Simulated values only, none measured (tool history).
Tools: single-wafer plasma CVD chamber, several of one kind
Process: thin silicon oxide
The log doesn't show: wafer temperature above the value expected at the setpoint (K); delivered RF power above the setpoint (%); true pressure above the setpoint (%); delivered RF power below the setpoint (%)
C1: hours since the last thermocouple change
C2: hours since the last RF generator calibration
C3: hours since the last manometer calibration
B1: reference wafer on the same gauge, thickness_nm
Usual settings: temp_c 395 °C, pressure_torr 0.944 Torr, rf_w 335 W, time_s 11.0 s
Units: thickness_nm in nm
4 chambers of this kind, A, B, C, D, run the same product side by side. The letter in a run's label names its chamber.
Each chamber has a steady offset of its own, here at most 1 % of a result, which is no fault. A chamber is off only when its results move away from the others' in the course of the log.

{"run": "1C", "day": 0.112, "temp_c": 395, "pressure_torr": 0.944, "rf_w": 335, "time_s": 11.0, "C1": 1372.5, "C2": 272.9, "C3": 1173.0, "B1": 29.198, "thickness_nm": 24.404}
{"run": "2B", "day": 0.317, "temp_c": 395, "pressure_torr": 0.944, "rf_w": 335, "time_s": 11.0, "C1": 415.3, "C2": 1085.2, "C3": 961.0, "B1": 29.186, "thickness_nm": 24.29}
{"day": 0.433, "done": "chamber D: RF generator calibrated"}
{"run": "3D", "day": 0.525, "temp_c": 395, "pressure_torr": 0.944, "rf_w": 335, "time_s": 11.0, "C1": 1251.6, "C2": 2.3, "C3": 987.1, "B1": 29.181, "thickness_nm": 24.34}
{"run": "4A", "day": 0.754, "temp_c": 395, "pressure_torr": 0.944, "rf_w": 335, "time_s": 11.0, "C1": 2173.6, "C2": 988.2, "C3": 495.0, "B1": 29.185, "thickness_nm": 24.59}
{"run": "5B", "day": 0.954, "temp_c": 395, "pressure_torr": 0.944, "rf_w": 335, "time_s": 11.0, "C1": 430.6, "C2": 1100.5, "C3": 976.3, "B1": 29.159, "thickness_nm": 24.25}
{"run": "6C", "day": 1.121, "temp_c": 395, "pressure_torr": 0.762, "rf_w": 270, "time_s": 11.0, "C1": 1396.7, "C2": 297.1, "C3": 1197.2, "B1": 29.151, "thickness_nm": 18.475}
{"run": "7D", "day": 1.3, "temp_c": 395, "pressure_torr": 0.762, "rf_w": 270, "time_s": 11.0, "C1": 1270.2, "C2": 20.9, "C3": 1005.7, "B1": 29.15, "thickness_nm": 18.375}
{"run": "8A", "day": 1.483, "temp_c": 395, "pressure_torr": 0.762, "rf_w": 270, "time_s": 11.0, "C1": 2191.1, "C2": 1005.7, "C3": 512.5, "B1": 29.153, "thickness_nm": 18.757}
{"run": "9A", "day": 1.692, "temp_c": 395, "pressure_torr": 0.762, "rf_w": 270, "time_s": 11.0, "C1": 2196.1, "C2": 1010.7, "C3": 517.5, "B1": 29.14, "thickness_nm": 18.756}
{"run": "10B", "day": 1.904, "temp_c": 395, "pressure_torr": 0.944, "rf_w": 335, "time_s": 11.0, "C1": 453.4, "C2": 1123.3, "C3": 999.1, "B1": 29.135, "thickness_nm": 24.279}
{"run": "11C", "day": 2.092, "temp_c": 395, "pressure_torr": 0.944, "rf_w": 335, "time_s": 11.0, "C1": 1420.0, "C2": 320.4, "C3": 1220.5, "B1": 29.138, "thickness_nm": 24.371}
{"run": "12D", "day": 2.258, "temp_c": 409, "pressure_torr": 0.944, "rf_w": 355, "time_s": 11.0, "C1": 1293.2, "C2": 43.9, "C3": 1028.7, "B1": 29.119, "thickness_nm": 24.739}
{"run": "13B", "day": 2.371, "temp_c": 409, "pressure_torr": 0.944, "rf_w": 355, "time_s": 11.0, "C1": 464.6, "C2": 1134.5, "C3": 1010.3, "B1": 29.12, "thickness_nm": 24.584}
{"run": "14C", "day": 2.6, "temp_c": 409, "pressure_torr": 0.944, "rf_w": 355, "time_s": 11.0, "C1": 1432.2, "C2": 332.6, "C3": 1232.7, "B1": 29.115, "thickness_nm": 24.658}
{"run": "15D", "day": 2.738, "temp_c": 409, "pressure_torr": 0.944, "rf_w": 355, "time_s": 11.0, "C1": 1304.7, "C2": 55.4, "C3": 1040.2, "B1": 29.114, "thickness_nm": 24.718}
{"run": "16A", "day": 2.992, "temp_c": 395, "pressure_torr": 0.944, "rf_w": 335, "time_s": 11.0, "C1": 2227.3, "C2": 1041.9, "C3": 548.7, "B1": 29.106, "thickness_nm": 24.597}
{"run": "17A", "day": 3.192, "temp_c": 395, "pressure_torr": 0.944, "rf_w": 335, "time_s": 11.0, "C1": 2232.1, "C2": 1046.7, "C3": 553.5, "B1": 29.097, "thickness_nm": 24.52}
{"run": "18B", "day": 3.392, "temp_c": 407, "pressure_torr": 0.944, "rf_w": 335, "time_s": 10.3, "C1": 489.1, "C2": 1159.0, "C3": 1034.8, "B1": 29.094, "thickness_nm": 22.502}
{"run": "19C", "day": 3.612, "temp_c": 407, "pressure_torr": 0.944, "rf_w": 335, "time_s": 10.3, "C1": 1456.5, "C2": 356.9, "C3": 1257.0, "B1": 29.084, "thickness_nm": 22.62}
{"run": "20D", "day": 3.846, "temp_c": 407, "pressure_torr": 0.944, "rf_w": 335, "time_s": 10.3, "C1": 1331.3, "C2": 82.0, "C3": 1066.8, "B1": 29.075, "thickness_nm": 22.524}
{"run": "21C", "day": 4.079, "temp_c": 407, "pressure_torr": 0.944, "rf_w": 335, "time_s": 10.3, "C1": 1467.7, "C2": 368.1, "C3": 1268.2, "B1": 29.072, "thickness_nm": 22.656}
{"run": "22D", "day": 4.258, "temp_c": 395, "pressure_torr": 0.944, "rf_w": 335, "time_s": 11.0, "C1": 1341.2, "C2": 91.9, "C3": 1076.7, "B1": 29.044, "thickness_nm": 24.348}
{"run": "23A", "day": 4.412, "temp_c": 395, "pressure_torr": 0.944, "rf_w": 335, "time_s": 11.0, "C1": 2261.4, "C2": 1076.0, "C3": 582.8, "B1": 29.065, "thickness_nm": 24.541}
{"run": "24B", "day": 4.642, "temp_c": 395, "pressure_torr": 0.944, "rf_w": 335, "time_s": 11.0, "C1": 519.1, "C2": 1189.0, "C3": 1064.8, "B1": 29.044, "thickness_nm": 24.15}
{"run": "25C", "day": 4.825, "temp_c": 395, "pressure_torr": 0.944, "rf_w": 335, "time_s": 11.0, "C1": 1485.6, "C2": 386.0, "C3": 1286.1, "B1": 29.037, "thickness_nm": 24.259}
{"run": "26B", "day": 5.008, "temp_c": 395, "pressure_torr": 0.944, "rf_w": 335, "time_s": 11.0, "C1": 527.9, "C2": 1197.8, "C3": 1073.6, "B1": 29.038, "thickness_nm": 24.225}
{"run": "27A", "day": 5.162, "temp_c": 395, "pressure_torr": 0.944, "rf_w": 335, "time_s": 11.0, "C1": 2279.4, "C2": 1094.0, "C3": 600.8, "B1": 29.027, "thickness_nm": 24.526}
{"run": "28D", "day": 5.371, "temp_c": 405, "pressure_torr": 0.944, "rf_w": 335, "time_s": 11.0, "C1": 1367.9, "C2": 118.6, "C3": 1103.4, "B1": 29.035, "thickness_nm": 24.115}
{"run": "29B", "day": 5.55, "temp_c": 405, "pressure_torr": 0.944, "rf_w": 335, "time_s": 11.0, "C1": 540.9, "C2": 1210.8, "C3": 1086.6, "B1": 29.016, "thickness_nm": 23.938}
{"run": "30A", "day": 5.712, "temp_c": 405, "pressure_torr": 0.944, "rf_w": 335, "time_s": 11.0, "C1": 2292.6, "C2": 1107.2, "C3": 614.0, "B1": 29.007, "thickness_nm": 24.401}
{"run": "31C", "day": 5.9, "temp_c": 405, "pressure_torr": 0.944, "rf_w": 335, "time_s": 11.0, "C1": 1511.4, "C2": 411.8, "C3": 1311.9, "B1": 29.008, "thickness_nm": 24.155}
{"run": "32D", "day": 6.112, "temp_c": 395, "pressure_torr": 0.944, "rf_w": 335, "time_s": 11.0, "C1": 1385.7, "C2": 136.4, "C3": 1121.2, "B1": 28.995, "thickness_nm": 24.235}

All 4 chambers run these settings next. Forecast each chamber's results:
{"run": "33A", "day": 6.296, "temp_c": 395, "pressure_torr": 0.944, "rf_w": 335, "time_s": 11.0, "thickness_nm": "?"}
{"run": "33B", "day": 6.296, "temp_c": 395, "pressure_torr": 0.944, "rf_w": 335, "time_s": 11.0, "thickness_nm": "?"}
{"run": "33C", "day": 6.296, "temp_c": 395, "pressure_torr": 0.944, "rf_w": 335, "time_s": 11.0, "thickness_nm": "?"}
{"run": "33D", "day": 6.296, "temp_c": 395, "pressure_torr": 0.944, "rf_w": 335, "time_s": 11.0, "thickness_nm": "?"}

run=33A thickness_nm=24.465
run=33B thickness_nm=24.145
run=33C thickness_nm=24.178
run=33D thickness_nm=24.250
